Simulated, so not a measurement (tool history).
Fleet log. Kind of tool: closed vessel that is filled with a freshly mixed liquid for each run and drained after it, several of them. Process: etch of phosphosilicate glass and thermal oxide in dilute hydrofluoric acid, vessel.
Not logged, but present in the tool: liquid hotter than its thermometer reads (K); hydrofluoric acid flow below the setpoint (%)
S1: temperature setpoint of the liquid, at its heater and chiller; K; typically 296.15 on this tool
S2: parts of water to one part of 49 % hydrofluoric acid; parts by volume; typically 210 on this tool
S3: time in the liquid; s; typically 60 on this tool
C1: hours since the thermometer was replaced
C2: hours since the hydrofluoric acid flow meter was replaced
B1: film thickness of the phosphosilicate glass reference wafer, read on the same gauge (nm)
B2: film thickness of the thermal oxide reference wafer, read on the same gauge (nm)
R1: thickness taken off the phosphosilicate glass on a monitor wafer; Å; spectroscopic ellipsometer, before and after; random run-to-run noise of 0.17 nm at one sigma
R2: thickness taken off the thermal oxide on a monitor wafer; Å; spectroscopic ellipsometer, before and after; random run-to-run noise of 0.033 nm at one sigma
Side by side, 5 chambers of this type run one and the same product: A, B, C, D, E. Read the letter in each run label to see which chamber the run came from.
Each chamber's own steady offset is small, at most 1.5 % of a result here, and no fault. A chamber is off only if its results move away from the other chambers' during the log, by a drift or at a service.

run,day,S1,S2,S3,C1,C2,B1,B2,R1,R2
1C,0.558,296.15,210,60,1651.4,357.4,40,140.03,401.17,12.494
2B,0.95,296.15,210,60,1652.6,900.8,40.002,140.01,398.11,12.362
3E,1.583,296.15,210,60,1271.8,1046,40.008,140,395.34,12.155
4D,2.096,296.15,210,60,900.7,559.6,39.975,140,393.15,12.127
5A,2.392,296.15,210,60,894.6,740.5,39.99,140.04,399.84,12.08
6E,2.817,296.15,210,60,1301.4,1075.6,39.997,140.01,395.19,12.172
7C,3.171,296.15,210,60,1714.1,420.1,39.996,139.96,398.66,12.546
8B,3.733,296.15,210,60,1719.4,967.6,39.984,139.99,399.09,12.106
9D,4.138,296.15,210,60,949.7,608.6,39.989,140.04,396.12,12.146
10A,4.688,296.15,210,60,949.7,795.6,40.031,140,401.64,12.449
11A,5.183,296.15,210,60,961.6,807.5,39.997,140,398.86,11.716
12D,5.783,294.65,210,80,989.2,648.1,40.011,139.99,498.25,15.338
13B,6.271,294.65,210,80,1780.3,1028.5,39.985,139.97,501.61,16.224
14E,6.788,294.65,210,80,1396.7,1170.9,39.997,140,495.99,14.996
15C,7.304,294.65,210,80,1813.3,519.3,40.008,139.99,504.76,15.71
# day 7.479: chamber E: hydrofluoric acid flow meter replaced
16C,7.6,294.65,210,80,1820.4,526.4,39.98,140.02,502.64,15.519
17D,7.912,296.15,210,60,1040.3,699.2,39.989,140,393.54,12.67
18B,8.233,296.15,210,60,1827.4,1075.6,40.009,139.98,398.08,12.009
19A,8.621,296.15,210,60,1044.1,890,39.992,140.02,400.47,12.161
20E,8.988,296.15,210,60,1449.5,36.3,39.987,140.01,397.18,11.951
21E,9.279,296.15,210,60,1456.5,43.3,39.994,140,394.83,11.918
22A,9.558,296.15,210,60,1066.6,912.5,39.991,140.01,398.85,12.38
23B,9.962,299.65,210,60,1868.9,1117.1,39.991,140.03,449.95,14.44
24C,10.258,299.65,210,60,1884.2,590.2,39.982,140.02,455.05,14.258
25D,10.646,299.65,210,60,1105.9,764.8,40.021,140,454.51,13.915
26D,11.062,299.65,210,60,1115.9,774.8,40.015,139.99,451.59,14.171
27A,11.608,299.65,210,60,1115.8,961.7,39.992,140.02,454.06,13.253
28B,11.904,293.65,150,60,1915.5,1163.7,39.991,140.01,540.68,16.303
29C,12.279,293.65,150,60,1932.7,638.7,40.008,139.99,538.78,16.494
30E,12.867,293.65,150,60,1542.6,129.4,40.012,139.99,542.11,16.651
# day 13.033: chamber D: hydrofluoric acid flow meter replaced
31D,13.358,293.65,150,60,1171,7.9,40.02,139.99,539.58,15.924
32E,13.762,293.65,150,60,1564.1,150.9,40.027,140,540.43,17.057
33A,14.338,296.15,210,60,1181.3,1027.2,40.008,140.02,399.11,11.92
34C,14.788,296.15,210,60,1992.9,698.9,39.985,140,395.91,12.64
35B,15.425,296.15,210,60,2000,1248.2,40.021,140.02,397.83,12.315
36B,16.021,300.15,270,60,2014.3,1262.5,40.005,139.96,332.32,9.9941
37D,16.533,300.15,270,60,1247.2,84.1,39.98,140.02,332.55,10.396
38C,17.038,300.15,270,60,2046.9,752.9,40.01,139.99,335.16,9.7792
# day 17.192: chamber A: hydrofluoric acid flow meter replaced
39A,17.542,300.15,270,60,1258.2,8.5,39.996,139.98,337.75,10.561
40E,18,300.15,270,60,1665.8,252.6,39.982,140.01,329.65,10.621
41D,18.629,296.15,210,60,1297.5,134.4,39.997,140,397.67,12.242
42E,19.267,291.15,210,60,1696.2,283,39.989,140.01,326.63,9.4629
43B,19.862,291.15,210,60,2106.5,1354.7,40.011,139.99,329.99,10.271
44C,20.475,291.15,210,60,2129.4,835.4,39.984,140.04,329.76,10.162

Decide between three cases: one chamber stands off from its peers, the gauge reading all wafers drifts, or nothing is wrong past each chamber's small offset. Where a chamber is off, say which and what most likely put it there.

Beyond each chamber's small constant offset nothing stands out, and the gauge stays steady.
